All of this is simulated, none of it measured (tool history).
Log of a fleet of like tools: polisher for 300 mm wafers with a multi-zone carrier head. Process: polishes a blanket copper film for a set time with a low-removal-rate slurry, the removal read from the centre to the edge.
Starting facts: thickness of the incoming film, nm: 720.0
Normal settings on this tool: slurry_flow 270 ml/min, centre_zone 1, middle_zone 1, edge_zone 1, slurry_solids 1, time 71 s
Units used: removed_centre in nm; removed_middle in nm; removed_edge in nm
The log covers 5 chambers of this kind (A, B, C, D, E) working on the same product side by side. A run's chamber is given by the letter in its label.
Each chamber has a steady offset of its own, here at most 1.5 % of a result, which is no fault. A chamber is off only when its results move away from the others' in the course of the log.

-- hour=2.8 chamber A: edge zone pressure recalibrated
run 1C hour=7 | slurry_flow=270 centre_zone=1 middle_zone=1 edge_zone=1 slurry_solids=1 time=71 | removed_centre=126.22 removed_middle=127.49 removed_edge=124.12
run 2B hour=13.4 | slurry_flow=270 centre_zone=1 middle_zone=1 edge_zone=1 slurry_solids=1 time=71 | removed_centre=125.17 removed_middle=125.7 removed_edge=127.47
run 3E hour=19.7 | slurry_flow=270 centre_zone=1 middle_zone=1 edge_zone=1 slurry_solids=1 time=71 | removed_centre=127.54 removed_middle=127.06 removed_edge=129.38
-- hour=21.6 chamber A: centre zone pressure recalibrated
run 4D hour=27.6 | slurry_flow=270 centre_zone=1 middle_zone=1 edge_zone=1 slurry_solids=1 time=71 | removed_centre=126.87 removed_middle=129.22 removed_edge=126.85
run 5A hour=36.7 | slurry_flow=340 centre_zone=1 middle_zone=1 edge_zone=1 slurry_solids=0.85 time=71 | removed_centre=126.64 removed_middle=125.47 removed_edge=127.96
-- hour=41.2 chamber D: slurry nozzle cleaned
run 6A hour=44 | slurry_flow=340 centre_zone=1 middle_zone=1 edge_zone=1 slurry_solids=0.85 time=71 | removed_centre=128.27 removed_middle=125.73 removed_edge=126.51
run 7E hour=52.8 | slurry_flow=340 centre_zone=1 middle_zone=1 edge_zone=1 slurry_solids=0.85 time=71 | removed_centre=125.86 removed_middle=127.64 removed_edge=126.46
-- hour=57.8 chamber E: worn pad replaced by a new one
run 8D hour=60.9 | slurry_flow=340 centre_zone=1 middle_zone=1 edge_zone=1 slurry_solids=0.85 time=71 | removed_centre=122.68 removed_middle=125.06 removed_edge=124.59
run 9B hour=67.5 | slurry_flow=340 centre_zone=1 middle_zone=1 edge_zone=1 slurry_solids=0.85 time=71 | removed_centre=125.89 removed_middle=123.37 removed_edge=125.04
run 10C hour=72 | slurry_flow=270 centre_zone=1 middle_zone=1 edge_zone=1 slurry_solids=1 time=71 | removed_centre=128.25 removed_middle=127.86 removed_edge=127.71
-- hour=75.1 chamber D: edge zone pressure recalibrated
run 11B hour=76.3 | slurry_flow=270 centre_zone=1 middle_zone=1 edge_zone=1 slurry_solids=1 time=71 | removed_centre=127.58 removed_middle=124.35 removed_edge=126.58
run 12E hour=83.9 | slurry_flow=270 centre_zone=1 middle_zone=1 edge_zone=1 slurry_solids=1 time=71 | removed_centre=126.67 removed_middle=129.77 removed_edge=126.34
-- hour=88.6 chamber E: centre zone pressure recalibrated
run 13C hour=89.7 | slurry_flow=270 centre_zone=1 middle_zone=1 edge_zone=1 slurry_solids=1 time=71 | removed_centre=127.06 removed_middle=124.87 removed_edge=125.71
-- hour=90.4 chamber B: worn pad replaced by a new one
-- hour=93.2 chamber A: worn pad replaced by a new one
-- hour=93.5 chamber B: edge zone pressure recalibrated
run 14D hour=97.4 | slurry_flow=270 centre_zone=1 middle_zone=1 edge_zone=1 slurry_solids=1 time=71 | removed_centre=122.74 removed_middle=123.75 removed_edge=123.33
-- hour=100.6 chamber A: slurry nozzle cleaned
-- hour=100.7 chamber B: centre zone pressure recalibrated
run 15A hour=107 | slurry_flow=270 centre_zone=1 middle_zone=1 edge_zone=1 slurry_solids=1 time=71 | removed_centre=126.98 removed_middle=125.16 removed_edge=126.35
-- hour=109.2 chamber C: worn pad replaced by a new one
run 16B hour=113.8 | slurry_flow=270 centre_zone=1 middle_zone=1.04 edge_zone=1 slurry_solids=1 time=71 | removed_centre=126.79 removed_middle=129.44 removed_edge=127.56
run 17D hour=120.7 | slurry_flow=270 centre_zone=1 middle_zone=1.04 edge_zone=1 slurry_solids=1 time=71 | removed_centre=120.31 removed_middle=127.86 removed_edge=122.55
run 18E hour=126.1 | slurry_flow=270 centre_zone=1 middle_zone=1.04 edge_zone=1 slurry_solids=1 time=71 | removed_centre=126 removed_middle=131.84 removed_edge=127.66
run 19A hour=130.6 | slurry_flow=270 centre_zone=1 middle_zone=1.04 edge_zone=1 slurry_solids=1 time=71 | removed_centre=128.22 removed_middle=129.82 removed_edge=127.38
run 20C hour=139.1 | slurry_flow=270 centre_zone=1 middle_zone=1.04 edge_zone=1 slurry_solids=1 time=71 | removed_centre=126.37 removed_middle=132.66 removed_edge=124
run 21D hour=144 | slurry_flow=270 centre_zone=1 middle_zone=1.05 edge_zone=1 slurry_solids=0.7 time=71 | removed_centre=112.95 removed_middle=118.78 removed_edge=114.54
-- hour=144.3 chamber E: slurry nozzle cleaned
run 22B hour=152.4 | slurry_flow=270 centre_zone=1 middle_zone=1.05 edge_zone=1 slurry_solids=0.7 time=71 | removed_centre=118.4 removed_middle=120.28 removed_edge=117.82
run 23A hour=161.1 | slurry_flow=270 centre_zone=1 middle_zone=1.05 edge_zone=1 slurry_solids=0.7 time=71 | removed_centre=118.03 removed_middle=121.23 removed_edge=121.13
-- hour=168.5 chamber E: edge zone pressure recalibrated
run 24C hour=170.7 | slurry_flow=270 centre_zone=1 middle_zone=1.05 edge_zone=1 slurry_solids=0.7 time=71 | removed_centre=119.61 removed_middle=124.89 removed_edge=117.37
-- hour=178.3 chamber E: worn pad replaced by a new one
run 25E hour=179.2 | slurry_flow=270 centre_zone=1 middle_zone=1.05 edge_zone=1 slurry_solids=0.7 time=71 | removed_centre=118.08 removed_middle=123.18 removed_edge=119.16
run 26C hour=188.7 | slurry_flow=270 centre_zone=1 middle_zone=1 edge_zone=1 slurry_solids=1 time=71 | removed_centre=126.47 removed_middle=128.69 removed_edge=125.63
run 27D hour=194.8 | slurry_flow=270 centre_zone=1 middle_zone=1 edge_zone=1 slurry_solids=1 time=71 | removed_centre=118.03 removed_middle=118.45 removed_edge=118.27
run 28E hour=199.4 | slurry_flow=270 centre_zone=1 middle_zone=1 edge_zone=1 slurry_solids=1 time=71 | removed_centre=126.75 removed_middle=127.3 removed_edge=127.3
run 29A hour=208.6 | slurry_flow=270 centre_zone=1 middle_zone=1 edge_zone=1 slurry_solids=1 time=71 | removed_centre=127.15 removed_middle=125.1 removed_edge=127.91
-- hour=213.3 chamber B: worn pad replaced by a new one
run 30B hour=218 | slurry_flow=270 centre_zone=1 middle_zone=1 edge_zone=1 slurry_solids=1 time=71 | removed_centre=125.83 removed_middle=126.1 removed_edge=126.3

Decide between three cases: one chamber stands off from its peers, the gauge reading all wafers drifts, or nothing is wrong past each chamber's small offset. Where a chamber is off, say which and what most likely put it there.

One chamber, D, drifts off from the rest bit by bit.
What lies behind it: removal rate lost through wear of the pad, % = 8.27.

Which of the 4 candidates below, each the usual settings with something changed and its results left as question marks, puts chamber D back in line with what the other chambers give on the usual settings?
In line means no further than this from the other chambers' mean on the usual settings: removed_centre 3 nm; removed_middle 3.4 nm; removed_edge 5 nm
run 31D-1 hour=224.9 | slurry_flow=265 centre_zone=0.99 middle_zone=1.01 edge_zone=0.99 slurry_solids=1 time=63 | removed_centre=? removed_middle=? removed_edge=?
run 31D-2 hour=224.9 | slurry_flow=270 centre_zone=0.99 middle_zone=1.01 edge_zone=0.99 slurry_solids=1 time=65 | removed_centre=? removed_middle=? removed_edge=?
run 31D-3 hour=224.9 | slurry_flow=270 centre_zone=1.01 middle_zone=0.99 edge_zone=1.01 slurry_solids=1 time=77 | removed_centre=? removed_middle=? removed_edge=?
run 31D-4 hour=224.9 | slurry_flow=275 centre_zone=1.01 middle_zone=0.99 edge_zone=1.01 slurry_solids=1 time=80 | removed_centre=? removed_middle=? removed_edge=?

The other chambers' mean on the usual settings: removed_centre 127.26 nm; removed_middle 126.73 nm; removed_edge 127.39 nm
run=31D-1 removed_centre=101.34 removed_middle=104.32 removed_edge=103.24
run=31D-2 removed_centre=104.8 removed_middle=107.85 removed_edge=106.69
run=31D-3 removed_centre=126.85 removed_middle=125.45 removed_edge=127.73
run=31D-4 removed_centre=132.08 removed_middle=130.6 removed_edge=132.91
It is 31D-3 that realigns the chamber with its peers.

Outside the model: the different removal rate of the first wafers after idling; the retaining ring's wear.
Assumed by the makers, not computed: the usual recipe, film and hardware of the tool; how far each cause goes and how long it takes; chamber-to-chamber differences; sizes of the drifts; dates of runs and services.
